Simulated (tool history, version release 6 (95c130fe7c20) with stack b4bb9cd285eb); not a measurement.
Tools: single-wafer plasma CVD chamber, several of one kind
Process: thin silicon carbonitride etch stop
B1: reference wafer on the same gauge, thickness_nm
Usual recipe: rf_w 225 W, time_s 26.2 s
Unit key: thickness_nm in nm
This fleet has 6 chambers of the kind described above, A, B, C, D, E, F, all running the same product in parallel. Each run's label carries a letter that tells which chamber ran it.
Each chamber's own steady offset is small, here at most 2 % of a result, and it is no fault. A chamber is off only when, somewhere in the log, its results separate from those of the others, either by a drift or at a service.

run 1E hour=12.1 | rf_w=225 time_s=26.2 | B1=17.097 | thickness_nm=15.703
run 2B hour=23.2 | rf_w=225 time_s=26.2 | B1=17.095 | thickness_nm=15.160
run 3A hour=34.9 | rf_w=225 time_s=26.2 | B1=17.091 | thickness_nm=15.526
run 4F hour=47.7 | rf_w=225 time_s=26.2 | B1=17.104 | thickness_nm=15.647
run 5C hour=55.5 | rf_w=225 time_s=26.2 | B1=17.095 | thickness_nm=15.511
run 6D hour=67.5 | rf_w=225 time_s=26.2 | B1=17.095 | thickness_nm=15.447
run 7B hour=74.9 | rf_w=225 time_s=26.2 | B1=17.094 | thickness_nm=15.171
run 8F hour=85.1 | rf_w=225 time_s=26.2 | B1=17.100 | thickness_nm=15.563
-- hour=95.4 chamber B: RF generator calibrated
run 9A hour=97.8 | rf_w=225 time_s=26.2 | B1=17.093 | thickness_nm=15.514
run 10C hour=107.2 | rf_w=225 time_s=26.2 | B1=17.087 | thickness_nm=15.462
run 11E hour=117.2 | rf_w=260 time_s=26.2 | B1=17.093 | thickness_nm=16.207
run 12D hour=127.9 | rf_w=260 time_s=26.2 | B1=17.097 | thickness_nm=16.019
run 13D hour=139.4 | rf_w=260 time_s=26.2 | B1=17.091 | thickness_nm=16.102
run 14C hour=150.7 | rf_w=260 time_s=26.2 | B1=17.105 | thickness_nm=16.253
run 15E hour=163.2 | rf_w=260 time_s=26.2 | B1=17.105 | thickness_nm=16.305
run 16A hour=175.0 | rf_w=260 time_s=26.2 | B1=17.098 | thickness_nm=16.158
run 17B hour=185.6 | rf_w=225 time_s=26.2 | B1=17.107 | thickness_nm=15.214
run 18F hour=193.0 | rf_w=225 time_s=26.2 | B1=17.105 | thickness_nm=15.549
run 19C hour=201.4 | rf_w=225 time_s=26.2 | B1=17.099 | thickness_nm=15.462
-- hour=209.8 chamber C: RF generator calibrated
run 20A hour=212.5 | rf_w=225 time_s=26.2 | B1=17.103 | thickness_nm=15.502
run 21F hour=221.5 | rf_w=225 time_s=26.2 | B1=17.102 | thickness_nm=15.629
run 22D hour=232.9 | rf_w=225 time_s=26.2 | B1=17.098 | thickness_nm=15.289
run 23E hour=240.9 | rf_w=225 time_s=26.2 | B1=17.093 | thickness_nm=15.671
run 24B hour=248.7 | rf_w=225 time_s=26.2 | B1=17.091 | thickness_nm=15.239
run 25E hour=261.7 | rf_w=225 time_s=26.2 | B1=17.101 | thickness_nm=15.575
run 26D hour=267.5 | rf_w=225 time_s=26.2 | B1=17.100 | thickness_nm=15.342
run 27B hour=273.3 | rf_w=225 time_s=26.2 | B1=17.102 | thickness_nm=15.162
run 28A hour=281.1 | rf_w=225 time_s=26.2 | B1=17.113 | thickness_nm=15.550
run 29C hour=288.8 | rf_w=225 time_s=26.2 | B1=17.092 | thickness_nm=15.505
run 30F hour=300.3 | rf_w=225 time_s=26.2 | B1=17.098 | thickness_nm=15.544
run 31D hour=307.1 | rf_w=225 time_s=26.2 | B1=17.112 | thickness_nm=15.290
run 32C hour=320.0 | rf_w=210 time_s=23.1 | B1=17.093 | thickness_nm=13.375
-- hour=324.2 chamber E: RF generator calibrated
run 33E hour=330.4 | rf_w=210 time_s=23.1 | B1=17.104 | thickness_nm=13.521
run 34A hour=338.2 | rf_w=210 time_s=23.1 | B1=17.100 | thickness_nm=13.394
run 35B hour=344.6 | rf_w=210 time_s=23.1 | B1=17.102 | thickness_nm=13.122
run 36F hour=350.4 | rf_w=210 time_s=23.1 | B1=17.103 | thickness_nm=13.479
run 37B hour=357.7 | rf_w=210 time_s=23.1 | B1=17.095 | thickness_nm=13.085
run 38F hour=365.0 | rf_w=225 time_s=26.2 | B1=17.094 | thickness_nm=15.570
run 39D hour=376.5 | rf_w=225 time_s=26.2 | B1=17.100 | thickness_nm=15.207
run 40E hour=383.7 | rf_w=225 time_s=26.2 | B1=17.095 | thickness_nm=15.672
run 41A hour=391.2 | rf_w=225 time_s=26.2 | B1=17.100 | thickness_nm=15.592
run 42C hour=402.5 | rf_w=225 time_s=26.2 | B1=17.086 | thickness_nm=15.469
run 43B hour=409.1 | rf_w=225 time_s=26.2 | B1=17.107 | thickness_nm=15.191

Each of the 6 chambers runs these same settings next. Fill in every chamber's results:
run 44A hour=418.4 | rf_w=225 time_s=26.2 | thickness_nm=?
run 44B hour=418.4 | rf_w=225 time_s=26.2 | thickness_nm=?
run 44C hour=418.4 | rf_w=225 time_s=26.2 | thickness_nm=?
run 44D hour=418.4 | rf_w=225 time_s=26.2 | thickness_nm=?
run 44E hour=418.4 | rf_w=225 time_s=26.2 | thickness_nm=?
run 44F hour=418.4 | rf_w=225 time_s=26.2 | thickness_nm=?

run=44A thickness_nm=15.522
run=44B thickness_nm=15.185
run=44C thickness_nm=15.443
run=44D thickness_nm=15.117
run=44E thickness_nm=15.594
run=44F thickness_nm=15.563

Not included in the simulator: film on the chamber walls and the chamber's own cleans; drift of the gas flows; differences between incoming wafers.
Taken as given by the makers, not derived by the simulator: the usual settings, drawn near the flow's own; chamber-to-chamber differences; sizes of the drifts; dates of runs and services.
